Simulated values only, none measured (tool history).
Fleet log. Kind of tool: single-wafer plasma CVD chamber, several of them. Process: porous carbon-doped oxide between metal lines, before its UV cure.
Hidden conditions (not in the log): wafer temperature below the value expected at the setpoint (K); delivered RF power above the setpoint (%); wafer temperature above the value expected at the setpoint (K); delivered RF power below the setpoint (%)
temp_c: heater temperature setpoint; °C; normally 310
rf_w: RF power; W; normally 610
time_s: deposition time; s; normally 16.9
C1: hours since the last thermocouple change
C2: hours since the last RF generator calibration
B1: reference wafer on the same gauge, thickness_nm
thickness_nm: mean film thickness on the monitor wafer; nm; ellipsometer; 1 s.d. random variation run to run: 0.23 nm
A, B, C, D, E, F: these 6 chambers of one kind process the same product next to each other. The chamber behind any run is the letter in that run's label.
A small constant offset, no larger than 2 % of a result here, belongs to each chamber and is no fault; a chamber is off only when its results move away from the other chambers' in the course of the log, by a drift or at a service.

{"run": "1C", "day": 0.162, "temp_c": 310, "rf_w": 610, "time_s": 16.9, "C1": 1003.5, "C2": 769, "B1": 112.98, "thickness_nm": 99.616}
{"run": "2D", "day": 0.267, "temp_c": 310, "rf_w": 610, "time_s": 16.9, "C1": 654.9, "C2": 1552.8, "B1": 113.02, "thickness_nm": 100.67}
{"run": "3A", "day": 0.358, "temp_c": 310, "rf_w": 610, "time_s": 16.9, "C1": 650.9, "C2": 1713.9, "B1": 113, "thickness_nm": 100.42}
{"run": "4F", "day": 0.521, "temp_c": 310, "rf_w": 610, "time_s": 16.9, "C1": 1044, "C2": 1686, "B1": 113.02, "thickness_nm": 99.956}
{"run": "5B", "day": 0.621, "temp_c": 305, "rf_w": 680, "time_s": 16.9, "C1": 1710, "C2": 49.7, "B1": 113, "thickness_nm": 112.76}
{"run": "6E", "day": 0.729, "temp_c": 305, "rf_w": 680, "time_s": 16.9, "C1": 1418.2, "C2": 679.5, "B1": 112.99, "thickness_nm": 110.77}
{"run": "7E", "day": 0.854, "temp_c": 305, "rf_w": 680, "time_s": 16.9, "C1": 1421.2, "C2": 682.5, "B1": 113.02, "thickness_nm": 110.66}
{"run": "8F", "day": 1.042, "temp_c": 305, "rf_w": 680, "time_s": 16.9, "C1": 1056.5, "C2": 1698.5, "B1": 112.96, "thickness_nm": 110.32}
{"run": "9C", "day": 1.175, "temp_c": 305, "rf_w": 680, "time_s": 16.9, "C1": 1027.8, "C2": 793.3, "B1": 112.98, "thickness_nm": 110.2}
{"run": "10B", "day": 1.338, "temp_c": 305, "rf_w": 680, "time_s": 16.9, "C1": 1727.2, "C2": 66.9, "B1": 112.92, "thickness_nm": 112.67}
{"run": "11D", "day": 1.442, "temp_c": 310, "rf_w": 715, "time_s": 14.1, "C1": 683.1, "C2": 1581, "B1": 112.97, "thickness_nm": 93.756}
{"run": "12A", "day": 1.562, "temp_c": 310, "rf_w": 715, "time_s": 14.1, "C1": 679.8, "C2": 1742.8, "B1": 112.97, "thickness_nm": 93.754}
{"run": "13D", "day": 1.742, "temp_c": 310, "rf_w": 715, "time_s": 14.1, "C1": 690.3, "C2": 1588.2, "B1": 113.04, "thickness_nm": 94.01}
{"run": "14F", "day": 1.904, "temp_c": 310, "rf_w": 715, "time_s": 14.1, "C1": 1077.2, "C2": 1719.2, "B1": 113.01, "thickness_nm": 93.248}
{"run": "15E", "day": 2.071, "temp_c": 310, "rf_w": 715, "time_s": 14.1, "C1": 1450.4, "C2": 711.7, "B1": 112.91, "thickness_nm": 93.472}
{"run": "16A", "day": 2.246, "temp_c": 310, "rf_w": 715, "time_s": 14.1, "C1": 696.2, "C2": 1759.2, "B1": 112.97, "thickness_nm": 93.826}
{"run": "17C", "day": 2.417, "temp_c": 310, "rf_w": 610, "time_s": 16.9, "C1": 1057.6, "C2": 823.1, "B1": 113, "thickness_nm": 100.09}
{"run": "18B", "day": 2.6, "temp_c": 324, "rf_w": 610, "time_s": 20, "C1": 1757.5, "C2": 97.2, "B1": 112.91, "thickness_nm": 111.94}
{"run": "19C", "day": 2.75, "temp_c": 324, "rf_w": 610, "time_s": 20, "C1": 1065.6, "C2": 831.1, "B1": 112.99, "thickness_nm": 109.42}
{"run": "20B", "day": 2.921, "temp_c": 324, "rf_w": 610, "time_s": 20, "C1": 1765.2, "C2": 104.9, "B1": 112.97, "thickness_nm": 111.83}
{"run": "21A", "day": 3.1, "temp_c": 324, "rf_w": 610, "time_s": 20, "C1": 716.7, "C2": 1779.7, "B1": 113.02, "thickness_nm": 109.97}
{"run": "22F", "day": 3.225, "temp_c": 324, "rf_w": 610, "time_s": 20, "C1": 1108.9, "C2": 1750.9, "B1": 113.02, "thickness_nm": 110.88}
{"run": "23E", "day": 3.396, "temp_c": 324, "rf_w": 610, "time_s": 20, "C1": 1482.2, "C2": 743.5, "B1": 112.99, "thickness_nm": 110.02}
{"run": "24D", "day": 3.488, "temp_c": 310, "rf_w": 610, "time_s": 16.9, "C1": 732.2, "C2": 1630.1, "B1": 113.03, "thickness_nm": 100.51}
{"run": "25C", "day": 3.592, "temp_c": 310, "rf_w": 565, "time_s": 14.9, "C1": 1085.8, "C2": 851.3, "B1": 112.98, "thickness_nm": 84.627}
{"run": "26A", "day": 3.754, "temp_c": 310, "rf_w": 565, "time_s": 14.9, "C1": 732.4, "C2": 1795.4, "B1": 113.04, "thickness_nm": 84.644}
{"run": "27D", "day": 3.838, "temp_c": 310, "rf_w": 565, "time_s": 14.9, "C1": 740.6, "C2": 1638.5, "B1": 112.93, "thickness_nm": 84.696}
{"run": "28E", "day": 3.975, "temp_c": 310, "rf_w": 565, "time_s": 14.9, "C1": 1496.1, "C2": 757.4, "B1": 113.01, "thickness_nm": 84.866}
{"run": "29B", "day": 4.075, "temp_c": 310, "rf_w": 565, "time_s": 14.9, "C1": 1792.9, "C2": 132.6, "B1": 113, "thickness_nm": 86.151}
{"run": "30F", "day": 4.162, "temp_c": 310, "rf_w": 565, "time_s": 14.9, "C1": 1131.4, "C2": 1773.4, "B1": 112.97, "thickness_nm": 86.202}
{"run": "31A", "day": 4.296, "temp_c": 310, "rf_w": 610, "time_s": 16.9, "C1": 745.4, "C2": 1808.4, "B1": 112.96, "thickness_nm": 100.26}
{"run": "32C", "day": 4.467, "temp_c": 310, "rf_w": 610, "time_s": 16.9, "C1": 1106.8, "C2": 872.3, "B1": 112.97, "thickness_nm": 100.16}
{"run": "33D", "day": 4.558, "temp_c": 310, "rf_w": 610, "time_s": 19.3, "C1": 757.9, "C2": 1655.8, "B1": 112.95, "thickness_nm": 114.97}
{"run": "34F", "day": 4.679, "temp_c": 310, "rf_w": 610, "time_s": 19.3, "C1": 1143.8, "C2": 1785.8, "B1": 113.03, "thickness_nm": 116.49}
{"run": "35B", "day": 4.788, "temp_c": 310, "rf_w": 610, "time_s": 19.3, "C1": 1810, "C2": 149.7, "B1": 113.05, "thickness_nm": 115.78}
{"run": "36E", "day": 4.921, "temp_c": 310, "rf_w": 610, "time_s": 19.3, "C1": 1518.8, "C2": 780.1, "B1": 113.05, "thickness_nm": 114.56}
{"run": "37A", "day": 5.012, "temp_c": 310, "rf_w": 610, "time_s": 19.3, "C1": 762.6, "C2": 1825.6, "B1": 113, "thickness_nm": 114.12}
{"run": "38F", "day": 5.142, "temp_c": 310, "rf_w": 610, "time_s": 19.3, "C1": 1154.9, "C2": 1796.9, "B1": 113.02, "thickness_nm": 117.12}
{"run": "39B", "day": 5.25, "temp_c": 310, "rf_w": 610, "time_s": 16.9, "C1": 1821.1, "C2": 160.8, "B1": 112.98, "thickness_nm": 102.12}

Is one chamber out of step, is the gauge drifting, or do the chambers differ by no more than their own small offsets? For an off chamber, give its letter and the likeliest cause.

It is chamber F that slowly wanders off from its peers.
Likeliest cause: wafer temperature below the value expected at the setpoint (K) = 5.26.

Which of the 4 candidates below, each the usual settings with something changed and its results left as question marks, puts chamber F back in line with what the other chambers give on the usual settings?
In-line tolerance around the mean of the other chambers on the usual settings: thickness_nm 0.81 nm
{"run": "40F-1", "day": 5.388, "temp_c": 310, "rf_w": 615, "time_s": 17.2, "thickness_nm": "?"}
{"run": "40F-2", "day": 5.388, "temp_c": 311, "rf_w": 600, "time_s": 16.5, "thickness_nm": "?"}
{"run": "40F-3", "day": 5.388, "temp_c": 310, "rf_w": 605, "time_s": 16.6, "thickness_nm": "?"}
{"run": "40F-4", "day": 5.388, "temp_c": 309, "rf_w": 620, "time_s": 17.3, "thickness_nm": "?"}

The mean the other chambers reach with the usual settings: thickness_nm 100.83 nm
run=40F-1 thickness_nm=105.25
run=40F-2 thickness_nm=98.965
run=40F-3 thickness_nm=100.63
run=40F-4 thickness_nm=106.98
With 40F-3, the chamber falls back in line with the rest.
